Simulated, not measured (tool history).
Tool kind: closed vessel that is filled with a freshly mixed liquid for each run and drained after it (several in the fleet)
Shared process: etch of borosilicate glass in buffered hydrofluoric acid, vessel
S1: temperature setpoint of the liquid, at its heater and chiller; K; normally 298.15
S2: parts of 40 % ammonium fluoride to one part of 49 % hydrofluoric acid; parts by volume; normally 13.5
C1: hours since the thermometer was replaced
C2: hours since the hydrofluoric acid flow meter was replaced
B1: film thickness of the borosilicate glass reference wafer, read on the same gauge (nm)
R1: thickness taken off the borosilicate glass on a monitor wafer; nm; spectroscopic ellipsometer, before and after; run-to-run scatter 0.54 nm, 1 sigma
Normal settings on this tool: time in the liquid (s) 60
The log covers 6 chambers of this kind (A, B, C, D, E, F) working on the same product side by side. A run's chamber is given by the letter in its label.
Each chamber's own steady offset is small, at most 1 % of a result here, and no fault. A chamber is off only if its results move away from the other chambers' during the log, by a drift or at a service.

run 1B hour=3.2 | S1=298.15 S2=13.5 time_in_the_liquid_(s)=60 | C1=2336.6 C2=668.1 | B1=60.005 | R1=58.886
run 2A hour=6.2 | S1=298.15 S2=13.5 time_in_the_liquid_(s)=60 | C1=424.0 C2=1268.3 | B1=59.983 | R1=58.501
run 3F hour=13.1 | S1=298.15 S2=13.5 time_in_the_liquid_(s)=60 | C1=355.0 C2=84.7 | B1=60.025 | R1=58.390
run 4E hour=17.6 | S1=298.15 S2=13.5 time_in_the_liquid_(s)=60 | C1=487.7 C2=987.3 | B1=59.997 | R1=58.991
-- hour=20.6 chamber C: thermometer replaced
run 5D hour=23.1 | S1=298.15 S2=13.5 time_in_the_liquid_(s)=60 | C1=410.4 C2=740.0 | B1=59.977 | R1=58.146
run 6C hour=27.1 | S1=298.15 S2=13.5 time_in_the_liquid_(s)=60 | C1=6.6 C2=1174.6 | B1=60.039 | R1=59.192
run 7B hour=32.7 | S1=298.15 S2=13.5 time_in_the_liquid_(s)=60 | C1=2366.1 C2=697.6 | B1=59.950 | R1=58.063
run 8C hour=38.2 | S1=298.15 S2=13.5 time_in_the_liquid_(s)=60 | C1=17.7 C2=1185.7 | B1=60.012 | R1=57.603
run 9A hour=42.0 | S1=298.15 S2=13.5 time_in_the_liquid_(s)=60 | C1=459.8 C2=1304.1 | B1=60.023 | R1=59.534
run 10E hour=48.8 | S1=298.15 S2=13.5 time_in_the_liquid_(s)=60 | C1=518.9 C2=1018.5 | B1=60.033 | R1=59.740
run 11F hour=54.5 | S1=298.15 S2=13.5 time_in_the_liquid_(s)=60 | C1=396.4 C2=126.1 | B1=60.020 | R1=58.986
run 12D hour=58.6 | S1=298.15 S2=13.5 time_in_the_liquid_(s)=60 | C1=445.9 C2=775.5 | B1=59.984 | R1=59.416
run 13C hour=62.0 | S1=295.15 S2=13.5 time_in_the_liquid_(s)=90 | C1=41.5 C2=1209.5 | B1=59.996 | R1=73.983
run 14A hour=66.4 | S1=295.15 S2=13.5 time_in_the_liquid_(s)=90 | C1=484.2 C2=1328.5 | B1=59.980 | R1=74.451
run 15F hour=71.8 | S1=295.15 S2=13.5 time_in_the_liquid_(s)=90 | C1=413.7 C2=143.4 | B1=59.989 | R1=75.168
run 16B hour=76.9 | S1=295.15 S2=13.5 time_in_the_liquid_(s)=90 | C1=2410.3 C2=741.8 | B1=60.005 | R1=73.443
run 17E hour=83.7 | S1=295.15 S2=13.5 time_in_the_liquid_(s)=90 | C1=553.8 C2=1053.4 | B1=59.987 | R1=73.032
run 18D hour=90.2 | S1=295.15 S2=13.5 time_in_the_liquid_(s)=90 | C1=477.5 C2=807.1 | B1=60.005 | R1=74.506
run 19C hour=94.7 | S1=298.15 S2=13.5 time_in_the_liquid_(s)=60 | C1=74.2 C2=1242.2 | B1=59.991 | R1=58.904
run 20A hour=100.2 | S1=298.15 S2=8.0 time_in_the_liquid_(s)=40 | C1=518.0 C2=1362.3 | B1=59.972 | R1=64.640
run 21F hour=104.8 | S1=298.15 S2=8.0 time_in_the_liquid_(s)=40 | C1=446.7 C2=176.4 | B1=59.993 | R1=64.916
run 22B hour=108.7 | S1=298.15 S2=8.0 time_in_the_liquid_(s)=40 | C1=2442.1 C2=773.6 | B1=59.965 | R1=63.591
run 23D hour=114.5 | S1=298.15 S2=8.0 time_in_the_liquid_(s)=40 | C1=501.8 C2=831.4 | B1=59.990 | R1=62.993
-- hour=119.0 chamber A: hydrofluoric acid flow meter replaced
run 24E hour=119.2 | S1=298.15 S2=8.0 time_in_the_liquid_(s)=40 | C1=589.3 C2=1088.9 | B1=60.038 | R1=60.244
run 25D hour=124.7 | S1=298.15 S2=8.0 time_in_the_liquid_(s)=40 | C1=512.0 C2=841.6 | B1=60.008 | R1=63.769
run 26C hour=127.7 | S1=298.15 S2=13.5 time_in_the_liquid_(s)=60 | C1=107.2 C2=1275.2 | B1=59.994 | R1=58.396
run 27B hour=134.2 | S1=298.15 S2=13.5 time_in_the_liquid_(s)=60 | C1=2467.6 C2=799.1 | B1=59.987 | R1=58.093
run 28A hour=138.5 | S1=298.15 S2=13.5 time_in_the_liquid_(s)=60 | C1=556.3 C2=19.5 | B1=60.013 | R1=59.241
run 29F hour=144.5 | S1=298.15 S2=13.5 time_in_the_liquid_(s)=60 | C1=486.4 C2=216.1 | B1=59.985 | R1=58.887
run 30E hour=148.3 | S1=298.15 S2=13.5 time_in_the_liquid_(s)=60 | C1=618.4 C2=1118.0 | B1=59.988 | R1=55.099
run 31F hour=155.0 | S1=298.15 S2=13.5 time_in_the_liquid_(s)=60 | C1=496.9 C2=226.6 | B1=60.006 | R1=59.090
run 32D hour=158.2 | S1=298.15 S2=13.5 time_in_the_liquid_(s)=90 | C1=545.5 C2=875.1 | B1=59.986 | R1=86.447
run 33E hour=164.8 | S1=298.15 S2=13.5 time_in_the_liquid_(s)=90 | C1=634.9 C2=1134.5 | B1=60.013 | R1=79.988
run 34A hour=167.8 | S1=298.15 S2=13.5 time_in_the_liquid_(s)=90 | C1=585.6 C2=48.8 | B1=60.022 | R1=87.045
run 35C hour=171.6 | S1=298.15 S2=13.5 time_in_the_liquid_(s)=90 | C1=151.1 C2=1319.1 | B1=59.988 | R1=87.890
run 36B hour=175.5 | S1=298.15 S2=13.5 time_in_the_liquid_(s)=90 | C1=2508.9 C2=840.4 | B1=59.976 | R1=86.723
run 37F hour=179.9 | S1=298.15 S2=13.5 time_in_the_liquid_(s)=90 | C1=521.8 C2=251.5 | B1=59.998 | R1=87.775
run 38C hour=184.7 | S1=298.15 S2=13.5 time_in_the_liquid_(s)=60 | C1=164.2 C2=1332.2 | B1=59.985 | R1=59.570

Read the log: is a single chamber off, either drifting away or since a service, is the gauge that measures every chamber drifting, or is nothing wrong beyond small per-chamber offsets? Name any odd chamber and what most likely caused it.

It is chamber E that slowly wanders off from its peers.
Most likely cause: liquid colder than its thermometer reads (K) = 2.45.
Not necessarily distinguishable in this log from: hydrofluoric acid flow below the setpoint (%).

Chamber E could run next with any of the 4 candidate recipes listed below; each alters the usual settings, and their results appear as question marks. Which one brings its results back in line with what the other chambers deliver on the usual settings?
Maximum distance from the other chambers' mean on the usual settings for a result to count as in line: R1 1.900 nm
run 39E-1 hour=189.7 | S1=298.15 S2=13.0 time_in_the_liquid_(s)=65 | R1=?
run 39E-2 hour=189.7 | S1=294.65 S2=13.5 time_in_the_liquid_(s)=60 | R1=?
run 39E-3 hour=189.7 | S1=301.65 S2=13.5 time_in_the_liquid_(s)=60 | R1=?
run 39E-4 hour=189.7 | S1=298.15 S2=14.0 time_in_the_liquid_(s)=55 | R1=?

Average result of the remaining chambers running the usual settings: R1 58.729 nm
run=39E-1 R1=58.673
run=39E-2 R1=43.123
run=39E-3 R1=62.900
run=39E-4 R1=46.149
With 39E-1, the chamber falls back in line with the rest.
